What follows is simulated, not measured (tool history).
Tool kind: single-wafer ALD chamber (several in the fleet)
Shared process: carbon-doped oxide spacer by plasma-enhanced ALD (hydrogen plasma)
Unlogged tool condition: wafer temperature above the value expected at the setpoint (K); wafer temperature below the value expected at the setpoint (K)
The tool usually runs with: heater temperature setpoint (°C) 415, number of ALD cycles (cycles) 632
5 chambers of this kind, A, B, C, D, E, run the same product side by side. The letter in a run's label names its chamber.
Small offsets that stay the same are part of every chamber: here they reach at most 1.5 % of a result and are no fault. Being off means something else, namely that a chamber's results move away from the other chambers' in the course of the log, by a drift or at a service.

| run | hour | heater temperature setpoint (°C) | number of ALD cycles (cycles) | hours since the last thermocouple change | read-back reference wafer on the same gauge, thickness_nm | mean film thickness on the monitor wafer (angstrom) |
|---|---|---|---|---|---|---|
| 1B | 5.7 | 415 | 632 | 1246.1 | 25.703 | 298.16 |
| 2E | 10.1 | 415 | 632 | 507.5 | 25.709 | 301.1 |
| 3A | 14.2 | 415 | 632 | 745 | 25.704 | 305.28 |
| 4D | 20.4 | 415 | 632 | 2951.1 | 25.718 | 302.95 |
| 5C | 25.3 | 415 | 632 | 546 | 25.71 | 298.96 |
|  | 32.2 | chamber D: thermocouple changed; heater temperature recalibrated |
| 6D | 33.6 | 415 | 632 | 1.4 | 25.725 | 303.14 |
| 7C | 38.7 | 415 | 632 | 559.4 | 25.727 | 299.61 |
| 8B | 44 | 415 | 632 | 1284.4 | 25.729 | 298.58 |
| 9E | 50.9 | 415 | 632 | 548.3 | 25.735 | 301.86 |
| 10A | 55.1 | 415 | 632 | 785.9 | 25.722 | 305.78 |
| 11A | 63.5 | 415 | 708 | 794.3 | 25.742 | 342.21 |
| 12C | 67.9 | 415 | 708 | 588.6 | 25.734 | 336.59 |
| 13D | 74 | 415 | 708 | 41.8 | 25.745 | 340.15 |
| 14B | 82.1 | 415 | 708 | 1322.5 | 25.75 | 335.84 |
| 15E | 86.3 | 415 | 708 | 583.7 | 25.749 | 338.33 |
| 16E | 92.8 | 415 | 632 | 590.2 | 25.76 | 301.43 |
| 17D | 100.7 | 415 | 632 | 68.5 | 25.757 | 304.07 |
| 18C | 105.3 | 415 | 632 | 626 | 25.748 | 300.25 |
| 19A | 110.8 | 415 | 632 | 841.6 | 25.769 | 306.42 |
| 20B | 117.2 | 415 | 632 | 1357.6 | 25.77 | 299.32 |
| 21D | 125.5 | 425 | 531 | 93.3 | 25.78 | 247.65 |
| 22B | 131.2 | 425 | 531 | 1371.6 | 25.771 | 243.89 |
| 23A | 137.2 | 425 | 531 | 868 | 25.775 | 249.13 |
| 24C | 145.7 | 425 | 531 | 666.4 | 25.785 | 243.97 |
| 25E | 154.1 | 425 | 531 | 651.5 | 25.792 | 246.63 |
| 26B | 161.4 | 424 | 557 | 1401.8 | 25.79 | 256.96 |
| 27E | 169.1 | 424 | 557 | 666.5 | 25.803 | 258.92 |
| 28C | 174.5 | 424 | 557 | 695.2 | 25.798 | 257.31 |
| 29D | 181.8 | 424 | 557 | 149.6 | 25.805 | 260.48 |
| 30A | 189.2 | 424 | 557 | 920 | 25.811 | 261.81 |
| 31B | 195.9 | 415 | 632 | 1436.3 | 25.813 | 299.94 |
| 32C | 204.3 | 415 | 632 | 725 | 25.817 | 300.55 |
| 33D | 211.9 | 415 | 632 | 179.7 | 25.814 | 304.9 |
| 34A | 217.3 | 415 | 632 | 948.1 | 25.822 | 306.64 |
| 35E | 222.6 | 404 | 581 | 720 | 25.832 | 287.44 |
| 36A | 229.3 | 404 | 581 | 960.1 | 25.825 | 292.25 |
|  | 231.1 | chamber B: thermocouple changed; heater temperature recalibrated |
| 37C | 234.2 | 404 | 581 | 754.9 | 25.838 | 286.17 |
| 38B | 238.5 | 404 | 581 | 7.4 | 25.824 | 285.66 |
| 39D | 242.5 | 404 | 581 | 210.3 | 25.833 | 289.25 |
| 40E | 248.3 | 415 | 632 | 745.7 | 25.85 | 302.91 |
| 41D | 255.9 | 415 | 632 | 223.7 | 25.849 | 304.34 |

All chambers now run identical settings, listed one chamber a line with results as question marks. What results will each chamber show?
| 42A | 262.2 | 415 | 745 |  |  | ? |
| 42B | 262.2 | 415 | 745 |  |  | ? |
| 42C | 262.2 | 415 | 745 |  |  | ? |
| 42D | 262.2 | 415 | 745 |  |  | ? |
| 42E | 262.2 | 415 | 745 |  |  | ? |

| run | mean film thickness on the monitor wafer (angstrom) |
|---|---|
| 42A | 361.58 |
| 42B | 355.07 |
| 42C | 355 |
| 42D | 358.13 |
| 42E | 356.46 |

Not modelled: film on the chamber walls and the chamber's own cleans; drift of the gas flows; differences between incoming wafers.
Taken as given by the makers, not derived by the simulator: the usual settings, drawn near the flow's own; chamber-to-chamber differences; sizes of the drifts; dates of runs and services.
